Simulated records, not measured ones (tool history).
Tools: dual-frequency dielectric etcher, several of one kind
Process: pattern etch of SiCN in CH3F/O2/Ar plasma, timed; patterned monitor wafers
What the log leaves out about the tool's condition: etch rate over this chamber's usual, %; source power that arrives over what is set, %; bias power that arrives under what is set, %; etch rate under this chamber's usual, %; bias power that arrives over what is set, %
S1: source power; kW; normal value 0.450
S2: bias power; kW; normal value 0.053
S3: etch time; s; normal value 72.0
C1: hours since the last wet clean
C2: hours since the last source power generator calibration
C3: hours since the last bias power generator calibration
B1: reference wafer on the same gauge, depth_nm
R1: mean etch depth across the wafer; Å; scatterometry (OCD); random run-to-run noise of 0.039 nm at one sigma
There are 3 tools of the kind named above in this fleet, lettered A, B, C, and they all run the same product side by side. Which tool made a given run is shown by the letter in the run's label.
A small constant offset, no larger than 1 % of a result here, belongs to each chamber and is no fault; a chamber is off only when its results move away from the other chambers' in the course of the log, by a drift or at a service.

run 1C hour=6.3 | S1=0.450 S2=0.053 S3=72.0 | C1=71.7 C2=1485.0 C3=1422.8 | B1=28.396 | R1=257.28
run 2B hour=12.1 | S1=0.450 S2=0.053 S3=72.0 | C1=55.4 C2=693.9 C3=1735.8 | B1=28.390 | R1=256.61
run 3A hour=17.5 | S1=0.450 S2=0.053 S3=72.0 | C1=465.5 C2=478.0 C3=973.9 | B1=28.381 | R1=253.46
run 4B hour=22.5 | S1=0.450 S2=0.053 S3=72.0 | C1=65.8 C2=704.3 C3=1746.2 | B1=28.374 | R1=257.54
run 5A hour=28.0 | S1=0.450 S2=0.053 S3=72.0 | C1=476.0 C2=488.5 C3=984.4 | B1=28.381 | R1=254.02
run 6C hour=33.5 | S1=0.450 S2=0.043 S3=61.0 | C1=98.9 C2=1512.2 C3=1450.0 | B1=28.367 | R1=203.43
run 7A hour=40.3 | S1=0.450 S2=0.043 S3=61.0 | C1=488.3 C2=500.8 C3=996.7 | B1=28.373 | R1=201.22
run 8B hour=46.1 | S1=0.450 S2=0.043 S3=61.0 | C1=89.4 C2=727.9 C3=1769.8 | B1=28.353 | R1=204.07
run 9C hour=52.4 | S1=0.520 S2=0.062 S3=72.0 | C1=117.8 C2=1531.1 C3=1468.9 | B1=28.339 | R1=286.08
run 10A hour=57.3 | S1=0.520 S2=0.062 S3=72.0 | C1=505.3 C2=517.8 C3=1013.7 | B1=28.344 | R1=282.88
run 11B hour=65.4 | S1=0.520 S2=0.062 S3=72.0 | C1=108.7 C2=747.2 C3=1789.1 | B1=28.340 | R1=285.66
run 12C hour=69.2 | S1=0.450 S2=0.053 S3=72.0 | C1=134.6 C2=1547.9 C3=1485.7 | B1=28.346 | R1=255.99
run 13A hour=76.5 | S1=0.450 S2=0.053 S3=72.0 | C1=524.5 C2=537.0 C3=1032.9 | B1=28.327 | R1=253.42
run 14C hour=84.4 | S1=0.450 S2=0.053 S3=72.0 | C1=149.8 C2=1563.1 C3=1500.9 | B1=28.320 | R1=255.74
run 15B hour=91.4 | S1=0.420 S2=0.047 S3=72.0 | C1=134.7 C2=773.2 C3=1815.1 | B1=28.316 | R1=239.70
run 16A hour=98.0 | S1=0.420 S2=0.047 S3=72.0 | C1=546.0 C2=558.5 C3=1054.4 | B1=28.308 | R1=237.49
run 17B hour=102.5 | S1=0.420 S2=0.047 S3=72.0 | C1=145.8 C2=784.3 C3=1826.2 | B1=28.304 | R1=240.04
run 18C hour=110.3 | S1=0.450 S2=0.053 S3=72.0 | C1=175.7 C2=1589.0 C3=1526.8 | B1=28.308 | R1=255.66
run 19B hour=117.5 | S1=0.450 S2=0.053 S3=72.0 | C1=160.8 C2=799.3 C3=1841.2 | B1=28.297 | R1=256.03
run 20C hour=124.7 | S1=0.450 S2=0.053 S3=72.0 | C1=190.1 C2=1603.4 C3=1541.2 | B1=28.289 | R1=256.59
run 21A hour=132.7 | S1=0.450 S2=0.040 S3=86.5 | C1=580.7 C2=593.2 C3=1089.1 | B1=28.272 | R1=277.31
run 22B hour=138.1 | S1=0.450 S2=0.040 S3=86.5 | C1=181.4 C2=819.9 C3=1861.8 | B1=28.274 | R1=281.47
run 23A hour=145.6 | S1=0.450 S2=0.040 S3=86.5 | C1=593.6 C2=606.1 C3=1102.0 | B1=28.269 | R1=277.80
run 24C hour=150.9 | S1=0.450 S2=0.053 S3=72.0 | C1=216.3 C2=1629.6 C3=1567.4 | B1=28.254 | R1=256.10
run 25B hour=155.7 | S1=0.450 S2=0.053 S3=72.0 | C1=199.0 C2=837.5 C3=1879.4 | B1=28.249 | R1=255.47
run 26C hour=163.1 | S1=0.450 S2=0.053 S3=72.0 | C1=228.5 C2=1641.8 C3=1579.6 | B1=28.251 | R1=255.60
run 27A hour=167.1 | S1=0.450 S2=0.053 S3=72.0 | C1=615.1 C2=627.6 C3=1123.5 | B1=28.248 | R1=252.62
run 28C hour=174.8 | S1=0.530 S2=0.053 S3=84.0 | C1=240.2 C2=1653.5 C3=1591.3 | B1=28.232 | R1=316.96
run 29B hour=179.0 | S1=0.530 S2=0.053 S3=84.0 | C1=222.3 C2=860.8 C3=1902.7 | B1=28.233 | R1=317.32
run 30A hour=186.1 | S1=0.530 S2=0.053 S3=84.0 | C1=634.1 C2=646.6 C3=1142.5 | B1=28.225 | R1=313.55

Which is it: a chamber that has drifted or been left off by a service, a gauge drift common to all chambers, or only each chamber's usual small offset? If a chamber is off, name it and its likeliest cause.

The shared gauge is drifting. All chambers look as if they move in step, but none is off.
Likeliest cause: gauge reads low (%) = 0.626.
